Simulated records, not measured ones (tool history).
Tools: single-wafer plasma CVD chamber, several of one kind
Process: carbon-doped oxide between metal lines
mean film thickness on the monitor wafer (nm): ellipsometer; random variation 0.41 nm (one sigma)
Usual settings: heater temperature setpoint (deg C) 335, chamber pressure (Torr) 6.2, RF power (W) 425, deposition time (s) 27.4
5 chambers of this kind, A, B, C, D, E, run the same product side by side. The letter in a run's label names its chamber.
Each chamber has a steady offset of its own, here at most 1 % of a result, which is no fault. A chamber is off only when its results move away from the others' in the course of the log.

run,day,heater temperature setpoint (deg C),chamber pressure (Torr),RF power (W),deposition time (s),"read-back reference wafer on the same gauge, thickness_nm",mean film thickness on the monitor wafer (nm)
1D,0.304,335,6.2,425,27.4,154.2,134.71
2C,0.75,335,6.2,425,27.4,154.07,134.52
# day 0.912: chamber C: capacitance manometer re-zeroed and calibrated
3E,1.033,335,6.2,425,27.4,153.97,134.45
4B,1.292,335,6.2,425,27.4,153.97,133.82
5A,1.638,335,6.2,425,27.4,154.08,134.18
6A,2.017,335,6.2,425,27.4,153.92,134.27
7C,2.283,335,6.2,425,27.4,154.03,134.27
8D,2.638,335,6.2,425,27.4,154.06,135.66
9E,2.883,335,6.2,425,27.4,154.05,134.18
# day 3.083: chamber D: RF generator calibrated
10B,3.096,335,6.2,425,27.4,153.97,133.33
11E,3.479,335,6.2,425,27.4,154.01,134.53
12C,3.717,335,6.2,365,24.5,154.01,106.34
# day 4.071: chamber E: RF generator calibrated
13B,4.133,335,6.2,365,24.5,154,106.54
14A,4.558,335,6.2,365,24.5,154.06,106.84
15D,4.962,335,6.2,365,24.5,153.91,107.99
16A,5.175,335,6.2,365,24.5,153.97,107.33
17C,5.438,335,6.2,425,27.4,154.01,131.54
18B,5.758,335,6.2,425,27.4,154.02,133.55
19D,6.217,335,6.2,425,27.4,154,136.35
20E,6.446,335,6.2,425,27.4,154.11,135.04
21B,6.75,326,6.92,425,27.4,154,138.95
22E,7.104,326,6.92,425,27.4,154.08,139.53
# day 7.188: chamber D: capacitance manometer re-zeroed and calibrated
23D,7.433,326,6.92,425,27.4,153.97,141.14
24C,7.717,326,6.92,425,27.4,153.96,136.25
# day 8.067: chamber E: thermocouple changed; heater temperature recalibrated
25A,8.121,326,6.92,425,27.4,154.18,138.64
26D,8.329,335,6.2,425,27.4,153.96,135.63
27A,8.708,335,6.2,425,27.4,153.85,134.53
28C,9.012,335,6.2,425,27.4,153.93,130.15
29B,9.371,335,7.38,425,27.4,154.05,135.25
30E,9.575,335,7.38,425,27.4,154.05,136.3
31E,9.788,335,7.38,425,27.4,153.97,136.66
32A,10.179,335,7.38,425,27.4,153.94,135.08
33C,10.408,335,7.38,425,27.4,153.9,131.57
34B,10.608,335,6.2,425,27.4,153.98,133.5
35D,10.871,335,6.2,425,27.4,153.98,134.92
36D,11.138,335,6.2,425,27.4,153.96,135.66
37E,11.375,326,6.2,425,27.4,153.98,139.35
38B,11.817,326,6.2,425,27.4,153.89,137.7
39A,12.196,326,6.2,425,27.4,153.89,137.8
40C,12.483,326,6.2,425,27.4,154.02,132.61
41E,12.75,326,6.2,425,27.4,154.03,139.44

What goes on in this fleet: one chamber off, a drifting gauge, or nothing beyond the chambers' own small offsets? Name the chamber and the cause, if any.

Chamber C drifts away from the others.
Cause: delivered RF power below the setpoint (%) = 5.61.

Here are 4 candidates for chamber C's next run, each the usual settings with a change, their results left as question marks. Which one brings its results back in line with what the others give on the usual settings?
In line means no further than this from the other chambers' mean on the usual settings: mean film thickness on the monitor wafer (nm) 1.4
42C-1,13.075,335,6.15,425,26.1,,?
42C-2,13.075,314,6.2,425,27.4,,?
42C-3,13.075,321,6.2,425,27.4,,?
42C-4,13.075,335,6.12,425,25.2,,?

The other chambers' mean on the usual settings: mean film thickness on the monitor wafer (nm) 134.41
run,mean film thickness on the monitor wafer (nm)
42C-1,121.96
42C-2,138.64
42C-3,134.67
42C-4,117.76
42C-3 brings the chamber back in line.
